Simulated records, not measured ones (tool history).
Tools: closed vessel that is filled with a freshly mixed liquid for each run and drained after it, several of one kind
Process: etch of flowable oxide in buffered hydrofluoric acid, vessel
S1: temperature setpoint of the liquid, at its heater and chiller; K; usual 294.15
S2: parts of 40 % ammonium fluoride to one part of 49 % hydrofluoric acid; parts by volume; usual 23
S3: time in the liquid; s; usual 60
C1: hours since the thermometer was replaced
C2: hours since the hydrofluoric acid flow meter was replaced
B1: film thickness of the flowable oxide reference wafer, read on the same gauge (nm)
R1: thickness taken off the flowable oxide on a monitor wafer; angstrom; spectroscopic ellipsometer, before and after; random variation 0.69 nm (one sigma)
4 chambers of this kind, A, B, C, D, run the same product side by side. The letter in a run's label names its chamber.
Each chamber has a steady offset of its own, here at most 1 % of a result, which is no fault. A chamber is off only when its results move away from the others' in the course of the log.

run,hour,S1,S2,S3,C1,C2,B1,R1
1B,8.2,294.15,23,60,999.4,286.2,50.006,922.77
2A,20.6,294.15,23,60,952.6,1398.9,50.007,900.64
3C,34.4,294.15,23,60,62,774.5,49.984,907.9
4D,48.6,294.15,23,60,446.6,1337.4,49.982,904.77
5C,57.5,294.15,23,60,85.1,797.6,49.987,918.41
6A,70.4,294.15,30,85,1002.4,1448.7,49.977,1065.6
7D,83.9,294.15,30,85,481.9,1372.7,50.011,1061.8
8B,96.4,294.15,30,85,1087.6,374.4,49.989,1068.5
9A,110.3,294.15,30,85,1042.3,1488.6,50.026,1073.8
10B,123.1,294.15,23,60,1114.3,401.1,49.99,893.07
11D,131.4,294.15,23,60,529.4,1420.2,50.016,894.66
12C,141.3,294.15,23,60,168.9,881.4,49.992,907.38
13A,148.9,294.15,23,60,1080.9,1527.2,49.965,905.63
14C,163.9,294.15,23,60,191.5,904,49.998,897.17
15B,175.7,294.15,23,40,1166.9,453.7,50.003,595.9
16D,183.1,294.15,23,40,581.1,1471.9,50.03,597.67
17D,190.3,294.15,23,40,588.3,1479.1,50.006,603.95
# hour 193.6: chamber A: hydrofluoric acid flow meter replaced
18B,196.8,294.15,23,40,1188,474.8,49.996,590.67
19C,208.7,294.15,23,60,236.3,948.8,50.009,908.65
20A,219.7,294.15,23,60,1151.7,26.2,50.004,900.75
21B,234.7,294.15,23,60,1225.9,512.7,50.003,858.95
22C,244.9,294.15,23,60,272.5,985,49.997,898.27
# hour 245.2: chamber D: thermometer replaced
23D,252.6,294.15,23,60,7.5,1541.4,50.036,900.83
24A,260.2,294.15,23,60,1192.2,66.7,50.019,897.02
25B,268.4,294.15,23,60,1259.6,546.4,50.022,846.03
26D,275,296.65,23,35,29.9,1563.8,50.034,607.14
27C,282.8,296.65,23,35,310.4,1022.9,49.968,616.86
28A,291.9,296.65,23,35,1223.9,98.4,49.981,608.87
29C,301.1,296.65,23,35,328.7,1041.2,50.007,605.21
30B,314.9,294.15,23,60,1306.1,592.9,50.012,842.51
31D,329,294.15,23,60,83.9,1617.8,50.013,917.36
32A,341.4,296.15,23,30,1273.4,147.9,50,504.67
33B,355.1,296.15,23,30,1346.3,633.1,49.995,461.14
34C,364.4,296.15,23,30,392,1104.5,50.003,498.74
35A,371.7,296.15,23,30,1303.7,178.2,50.001,505.59
36D,386.8,294.15,19,80,141.7,1675.6,50.003,1388.2
37C,397.5,294.15,19,80,425.1,1137.6,49.997,1409.3
38A,405.6,294.15,19,80,1337.6,212.1,49.986,1388

Is one chamber off against the others, does the gauge drift, or is nothing wrong? If a chamber is off, say which, and what the likeliest cause is.

Chamber B drifts away from the others.
Cause: liquid colder than its thermometer reads (K) = 1.76.
The log may not tell that from: hydrofluoric acid flow below the setpoint (%).

Here are 4 candidates for chamber B's next run, each the usual settings with a change, their results left as question marks. Which one brings its results back in line with what the others give on the usual settings?
In line means no further than this from the other chambers' mean on the usual settings: R1 24 angstrom
39B-1,416.4,294.15,23,55,,,,?
39B-2,416.4,290.65,23,60,,,,?
39B-3,416.4,297.65,23,60,,,,?
39B-4,416.4,294.15,22.5,65,,,,?

The other chambers' mean on the usual settings: R1 905.96 angstrom
run,R1
39B-1,759.33
39B-2,679.77
39B-3,1005.6
39B-4,910.98
39B-4 brings the chamber back in line.
